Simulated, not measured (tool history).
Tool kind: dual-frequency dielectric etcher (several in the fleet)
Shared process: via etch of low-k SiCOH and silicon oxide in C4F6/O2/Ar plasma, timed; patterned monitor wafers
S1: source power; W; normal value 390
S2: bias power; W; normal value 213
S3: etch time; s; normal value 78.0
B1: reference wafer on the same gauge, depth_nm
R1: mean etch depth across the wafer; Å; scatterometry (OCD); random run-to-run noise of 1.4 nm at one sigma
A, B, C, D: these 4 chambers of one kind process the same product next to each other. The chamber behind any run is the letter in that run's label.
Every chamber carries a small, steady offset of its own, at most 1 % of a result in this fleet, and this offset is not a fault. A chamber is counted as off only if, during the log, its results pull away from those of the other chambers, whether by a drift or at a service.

Run 1D, hour 5.8: usual settings; B1 220.20. Result: R1 2280.6 Å.
Run 2C, hour 15.6: usual settings; B1 220.13. Result: R1 2294.7 Å.
Run 3A, hour 23.2: usual settings; B1 219.81. Result: R1 2271.0 Å.
Run 4B, hour 29.1: usual settings; B1 220.10. Result: R1 2308.6 Å.
Run 5D, hour 34.8: usual settings; B1 219.81. Result: R1 2277.9 Å.
Run 6A, hour 41.2: usual settings; B1 220.02. Result: R1 2305.2 Å.
Run 7B, hour 49.7: usual settings but S1 430 W, S3 91.5 s; B1 219.70. Result: R1 2824.7 Å.
Run 8C, hour 58.4: usual settings but S1 430 W, S3 91.5 s; B1 219.99. Result: R1 2799.7 Å.
Run 9A, hour 62.8: usual settings but S1 430 W, S3 91.5 s; B1 219.79. Result: R1 2776.6 Å.
Run 10C, hour 71.5: usual settings but S1 430 W, S3 91.5 s; B1 219.62. Result: R1 2794.9 Å.
At hour 74.3: chamber C: wet clean of the chamber.
Run 11B, hour 76.9: usual settings but S2 165 W; B1 219.88. Result: R1 2109.5 Å.
Run 12D, hour 84.0: usual settings but S2 165 W; B1 219.91. Result: R1 2073.8 Å.
Run 13B, hour 93.9: usual settings but S2 165 W; B1 220.15. Result: R1 2151.3 Å.
Run 14D, hour 102.7: usual settings but S2 165 W; B1 220.02. Result: R1 2100.7 Å.
Run 15C, hour 107.4: usual settings but S2 195 W; B1 220.22. Result: R1 2234.0 Å.
Run 16A, hour 114.7: usual settings but S2 195 W; B1 219.60. Result: R1 2233.1 Å.
Run 17A, hour 121.3: usual settings but S2 195 W; B1 219.73. Result: R1 2216.6 Å.
Run 18C, hour 125.8: usual settings but S2 195 W; B1 220.07. Result: R1 2224.6 Å.
Run 19D, hour 133.0: usual settings but S1 450 W, S3 100.0 s; B1 219.86. Result: R1 3075.8 Å.
Run 20B, hour 137.3: usual settings but S1 450 W, S3 100.0 s; B1 219.78. Result: R1 3132.4 Å.
Run 21B, hour 145.1: usual settings but S1 450 W, S3 100.0 s; B1 220.01. Result: R1 3114.9 Å.
Run 22A, hour 154.8: usual settings but S1 450 W, S3 100.0 s; B1 219.96. Result: R1 3096.4 Å.
Run 23D, hour 164.6: usual settings; B1 219.66. Result: R1 2269.9 Å.
Run 24C, hour 172.2: usual settings; B1 219.67. Result: R1 2325.7 Å.
Run 25B, hour 179.4: usual settings; B1 219.92. Result: R1 2292.0 Å.
Run 26C, hour 186.6: usual settings; B1 219.76. Result: R1 2271.5 Å.
Run 27D, hour 193.2: usual settings; B1 220.03. Result: R1 2274.7 Å.
Run 28A, hour 198.1: usual settings; B1 219.82. Result: R1 2281.9 Å.
Run 29A, hour 203.9: usual settings; B1 220.20. Result: R1 2284.4 Å.
Run 30C, hour 209.5: usual settings; B1 220.09. Result: R1 2295.6 Å.
Run 31B, hour 215.3: usual settings; B1 220.21. Result: R1 2320.4 Å.
Run 32D, hour 222.4: usual settings; B1 220.38. Result: R1 2295.2 Å.
Run 33C, hour 228.2: usual settings; B1 219.77. Result: R1 2294.8 Å.
Run 34A, hour 234.7: usual settings; B1 219.96. Result: R1 2284.1 Å.

Predict what each chamber gives when all 4 of them run the settings below next.
Run 35A, hour 241.8: usual settings but S2 239 W. Result: R1 ?.
Run 35B, hour 241.8: usual settings but S2 239 W. Result: R1 ?.
Run 35C, hour 241.8: usual settings but S2 239 W. Result: R1 ?.
Run 35D, hour 241.8: usual settings but S2 239 W. Result: R1 ?.

run      R1
35A  2405.7
35B  2368.4
35C  2411.6
35D  2377.8

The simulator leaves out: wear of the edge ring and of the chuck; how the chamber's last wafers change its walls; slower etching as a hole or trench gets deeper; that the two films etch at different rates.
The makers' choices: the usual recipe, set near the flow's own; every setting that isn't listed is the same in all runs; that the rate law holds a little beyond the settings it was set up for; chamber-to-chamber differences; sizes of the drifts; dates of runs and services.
